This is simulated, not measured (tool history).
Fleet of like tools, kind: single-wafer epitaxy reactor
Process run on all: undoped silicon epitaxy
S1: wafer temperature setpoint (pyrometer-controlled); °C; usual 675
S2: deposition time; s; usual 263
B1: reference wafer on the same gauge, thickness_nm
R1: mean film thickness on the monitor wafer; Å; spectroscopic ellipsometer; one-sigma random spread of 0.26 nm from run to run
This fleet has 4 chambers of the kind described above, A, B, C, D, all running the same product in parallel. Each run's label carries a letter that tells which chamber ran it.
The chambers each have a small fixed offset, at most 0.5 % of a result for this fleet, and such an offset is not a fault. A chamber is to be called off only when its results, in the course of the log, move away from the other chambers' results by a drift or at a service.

| run | hour | S1 | S2 | B1 | R1 |
|---|---|---|---|---|---|
| 1D | 3.8 | 675 | 263 | 65.123 | 751.36 |
| 2B | 8.5 | 675 | 263 | 65.173 | 745.79 |
| 3A | 13.6 | 675 | 263 | 65.183 | 757.93 |
| 4C | 17.1 | 675 | 263 | 65.201 | 751.88 |
| 5D | 20.8 | 675 | 263 | 65.224 | 753.2 |
| 6C | 25.5 | 675 | 263 | 65.216 | 748.35 |
| 7A | 31.3 | 675 | 263 | 65.205 | 752.77 |
| 8B | 36.5 | 675 | 263 | 65.215 | 747.75 |
|  | 38.7 | chamber D: pyrometer calibrated |
| 9B | 42.5 | 675 | 263 | 65.205 | 753.15 |
| 10A | 48.3 | 675 | 263 | 65.173 | 754.73 |
| 11C | 54.6 | 675 | 263 | 65.17 | 754.07 |
| 12D | 59.6 | 675 | 263 | 65.169 | 731.75 |
| 13A | 65.1 | 684 | 263 | 65.183 | 904.88 |
| 14C | 68.6 | 684 | 263 | 65.239 | 906.29 |
| 15B | 73.1 | 684 | 263 | 65.234 | 903.86 |
| 16D | 76.6 | 684 | 263 | 65.162 | 876.28 |
| 17D | 82.1 | 682 | 263 | 65.185 | 843.93 |
| 18A | 86.5 | 682 | 263 | 65.172 | 870.42 |
| 19B | 90 | 682 | 263 | 65.173 | 868.18 |
| 20C | 96.4 | 682 | 263 | 65.265 | 865.01 |
| 21D | 101.1 | 675 | 263 | 65.204 | 731.55 |
| 22A | 105.6 | 675 | 263 | 65.244 | 756.53 |
| 23B | 108.5 | 675 | 263 | 65.191 | 751.58 |
| 24C | 114.5 | 675 | 263 | 65.162 | 751.31 |
| 25D | 119.5 | 670 | 263 | 65.21 | 659.14 |

One chamber off, gauge drift, or nothing amiss beyond the chambers' own small offsets? If it is a chamber, which one, and what is the likeliest cause?

A service on chamber D put it out of line with the rest.
Cause: wafer temperature below the value expected at the setpoint (K) = 1.5.

Here are 4 candidates for chamber D's next run, each the usual settings with a change, their results left as question marks. Which one brings its results back in line with what the others give on the usual settings?
A result is in line if it is within this distance of the other chambers' mean on the usual settings: R1 9.2 Å
| 26D-1 | 124.3 | 675 | 270 |  | ? |
| 26D-2 | 124.3 | 675 | 264 |  | ? |
| 26D-3 | 124.3 | 675 | 262 |  | ? |
| 26D-4 | 124.3 | 674 | 261 |  | ? |

On the usual settings, the other chambers give on average: R1 751.23 Å
| run | R1 |
|---|---|
| 26D-1 | 748.33 |
| 26D-2 | 731.7 |
| 26D-3 | 726.15 |
| 26D-4 | 708.49 |
Change 26D-1 lands the chamber within the allowed miss of the other chambers.
